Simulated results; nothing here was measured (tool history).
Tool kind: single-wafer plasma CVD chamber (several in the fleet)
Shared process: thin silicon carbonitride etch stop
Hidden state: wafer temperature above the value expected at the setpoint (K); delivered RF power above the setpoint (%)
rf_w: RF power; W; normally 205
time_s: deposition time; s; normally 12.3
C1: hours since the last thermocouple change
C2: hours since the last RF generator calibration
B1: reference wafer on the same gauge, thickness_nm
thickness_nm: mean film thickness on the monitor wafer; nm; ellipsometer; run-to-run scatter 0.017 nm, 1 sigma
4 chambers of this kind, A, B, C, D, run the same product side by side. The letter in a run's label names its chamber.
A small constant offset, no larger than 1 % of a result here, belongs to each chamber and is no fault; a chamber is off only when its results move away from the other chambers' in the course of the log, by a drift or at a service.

{"run": "1C", "hour": 7.3, "rf_w": 205, "time_s": 12.3, "C1": 391.4, "C2": 305.8, "B1": 5.6778, "thickness_nm": 7.0741}
{"run": "2B", "hour": 14.0, "rf_w": 205, "time_s": 12.3, "C1": 784.3, "C2": 673.9, "B1": 5.6833, "thickness_nm": 7.1082}
{"run": "3D", "hour": 21.7, "rf_w": 205, "time_s": 12.3, "C1": 2711.6, "C2": 47.2, "B1": 5.6828, "thickness_nm": 7.0136}
{"run": "4A", "hour": 29.6, "rf_w": 205, "time_s": 12.3, "C1": 213.6, "C2": 2209.6, "B1": 5.6805, "thickness_nm": 7.1056}
{"run": "5D", "hour": 35.2, "rf_w": 205, "time_s": 12.3, "C1": 2725.1, "C2": 60.7, "B1": 5.6835, "thickness_nm": 6.9948}
{"run": "6C", "hour": 42.8, "rf_w": 205, "time_s": 12.3, "C1": 426.9, "C2": 341.3, "B1": 5.6811, "thickness_nm": 7.0879}
{"hour": 47.8, "done": "chamber D: thermocouple changed; heater temperature recalibrated"}
{"run": "7A", "hour": 51.5, "rf_w": 205, "time_s": 12.3, "C1": 235.5, "C2": 2231.5, "B1": 5.6778, "thickness_nm": 7.1304}
{"run": "8B", "hour": 58.6, "rf_w": 205, "time_s": 12.3, "C1": 828.9, "C2": 718.5, "B1": 5.6793, "thickness_nm": 7.1188}
{"run": "9C", "hour": 70.6, "rf_w": 205, "time_s": 12.3, "C1": 454.7, "C2": 369.1, "B1": 5.677, "thickness_nm": 7.0966}
{"run": "10D", "hour": 82.5, "rf_w": 205, "time_s": 12.3, "C1": 34.7, "C2": 108.0, "B1": 5.6801, "thickness_nm": 7.0332}
{"run": "11A", "hour": 88.7, "rf_w": 205, "time_s": 12.3, "C1": 272.7, "C2": 2268.7, "B1": 5.6783, "thickness_nm": 7.1242}
{"run": "12B", "hour": 100.0, "rf_w": 205, "time_s": 12.3, "C1": 870.3, "C2": 759.9, "B1": 5.6806, "thickness_nm": 7.1038}
{"run": "13B", "hour": 107.0, "rf_w": 205, "time_s": 12.3, "C1": 877.3, "C2": 766.9, "B1": 5.6795, "thickness_nm": 7.106}
{"run": "14C", "hour": 112.2, "rf_w": 205, "time_s": 12.3, "C1": 496.3, "C2": 410.7, "B1": 5.6852, "thickness_nm": 7.0967}
{"run": "15D", "hour": 118.8, "rf_w": 205, "time_s": 12.3, "C1": 71.0, "C2": 144.3, "B1": 5.6783, "thickness_nm": 7.0135}
{"run": "16A", "hour": 128.1, "rf_w": 205, "time_s": 12.3, "C1": 312.1, "C2": 2308.1, "B1": 5.6807, "thickness_nm": 7.1174}
{"run": "17C", "hour": 135.5, "rf_w": 230, "time_s": 11.3, "C1": 519.6, "C2": 434.0, "B1": 5.6833, "thickness_nm": 6.7401}
{"run": "18A", "hour": 146.3, "rf_w": 230, "time_s": 11.3, "C1": 330.3, "C2": 2326.3, "B1": 5.6835, "thickness_nm": 6.7726}
{"run": "19D", "hour": 153.4, "rf_w": 230, "time_s": 11.3, "C1": 105.6, "C2": 178.9, "B1": 5.6804, "thickness_nm": 6.6748}
{"run": "20B", "hour": 159.8, "rf_w": 230, "time_s": 11.3, "C1": 930.1, "C2": 819.7, "B1": 5.6771, "thickness_nm": 6.7295}
{"run": "21C", "hour": 169.5, "rf_w": 190, "time_s": 11.4, "C1": 553.6, "C2": 468.0, "B1": 5.6756, "thickness_nm": 6.4103}
{"run": "22D", "hour": 175.5, "rf_w": 190, "time_s": 11.4, "C1": 127.7, "C2": 201.0, "B1": 5.6776, "thickness_nm": 6.346}
{"run": "23B", "hour": 183.5, "rf_w": 190, "time_s": 11.4, "C1": 953.8, "C2": 843.4, "B1": 5.6818, "thickness_nm": 6.4344}
{"run": "24A", "hour": 193.6, "rf_w": 190, "time_s": 11.4, "C1": 377.6, "C2": 2373.6, "B1": 5.6812, "thickness_nm": 6.4454}
{"run": "25D", "hour": 201.0, "rf_w": 205, "time_s": 12.3, "C1": 153.2, "C2": 226.5, "B1": 5.6806, "thickness_nm": 7.0103}
{"run": "26A", "hour": 206.5, "rf_w": 205, "time_s": 12.3, "C1": 390.5, "C2": 2386.5, "B1": 5.6808, "thickness_nm": 7.1268}
{"run": "27B", "hour": 212.0, "rf_w": 205, "time_s": 12.3, "C1": 982.3, "C2": 871.9, "B1": 5.6801, "thickness_nm": 7.1055}
{"run": "28C", "hour": 219.9, "rf_w": 205, "time_s": 12.3, "C1": 604.0, "C2": 518.4, "B1": 5.6817, "thickness_nm": 7.0722}
{"run": "29B", "hour": 229.1, "rf_w": 205, "time_s": 12.3, "C1": 999.4, "C2": 889.0, "B1": 5.6801, "thickness_nm": 7.0834}
{"run": "30A", "hour": 239.5, "rf_w": 205, "time_s": 12.3, "C1": 423.5, "C2": 2419.5, "B1": 5.6761, "thickness_nm": 7.0931}
{"run": "31C", "hour": 250.6, "rf_w": 205, "time_s": 12.3, "C1": 634.7, "C2": 549.1, "B1": 5.6838, "thickness_nm": 7.065}
{"run": "32D", "hour": 256.1, "rf_w": 205, "time_s": 12.3, "C1": 208.3, "C2": 281.6, "B1": 5.6803, "thickness_nm": 7.042}
{"run": "33C", "hour": 263.9, "rf_w": 205, "time_s": 12.3, "C1": 648.0, "C2": 562.4, "B1": 5.678, "thickness_nm": 7.0789}
{"run": "34A", "hour": 271.9, "rf_w": 205, "time_s": 12.3, "C1": 455.9, "C2": 2451.9, "B1": 5.6792, "thickness_nm": 7.1103}
{"hour": 272.7, "done": "chamber B: thermocouple changed; heater temperature recalibrated"}
{"run": "35D", "hour": 277.5, "rf_w": 205, "time_s": 12.3, "C1": 229.7, "C2": 303.0, "B1": 5.6836, "thickness_nm": 7.0177}
{"run": "36B", "hour": 283.8, "rf_w": 205, "time_s": 12.3, "C1": 11.1, "C2": 943.7, "B1": 5.6846, "thickness_nm": 7.1215}
{"run": "37B", "hour": 291.9, "rf_w": 205, "time_s": 12.3, "C1": 19.2, "C2": 951.8, "B1": 5.6817, "thickness_nm": 7.1116}
{"run": "38A", "hour": 299.5, "rf_w": 205, "time_s": 12.3, "C1": 483.5, "C2": 2479.5, "B1": 5.6794, "thickness_nm": 7.1075}
{"run": "39D", "hour": 305.9, "rf_w": 205, "time_s": 12.3, "C1": 258.1, "C2": 331.4, "B1": 5.6793, "thickness_nm": 7.0326}
{"run": "40C", "hour": 314.3, "rf_w": 205, "time_s": 12.3, "C1": 698.4, "C2": 612.8, "B1": 5.6794, "thickness_nm": 7.0959}
{"run": "41B", "hour": 325.4, "rf_w": 205, "time_s": 12.3, "C1": 52.7, "C2": 985.3, "B1": 5.6772, "thickness_nm": 7.1189}
{"run": "42D", "hour": 331.7, "rf_w": 205, "time_s": 11.5, "C1": 283.9, "C2": 357.2, "B1": 5.6796, "thickness_nm": 6.5313}
{"run": "43C", "hour": 341.1, "rf_w": 205, "time_s": 11.5, "C1": 725.2, "C2": 639.6, "B1": 5.6758, "thickness_nm": 6.6255}
{"run": "44A", "hour": 347.8, "rf_w": 205, "time_s": 11.5, "C1": 531.8, "C2": 2527.8, "B1": 5.6819, "thickness_nm": 6.662}

Each of the 4 chambers runs these same settings next. Fill in every chamber's results:
{"run": "45A", "hour": 356.4, "rf_w": 205, "time_s": 11.6, "thickness_nm": "?"}
{"run": "45B", "hour": 356.4, "rf_w": 205, "time_s": 11.6, "thickness_nm": "?"}
{"run": "45C", "hour": 356.4, "rf_w": 205, "time_s": 11.6, "thickness_nm": "?"}
{"run": "45D", "hour": 356.4, "rf_w": 205, "time_s": 11.6, "thickness_nm": "?"}

run=45A thickness_nm=6.6953
run=45B thickness_nm=6.6909
run=45C thickness_nm=6.6793
run=45D thickness_nm=6.6179
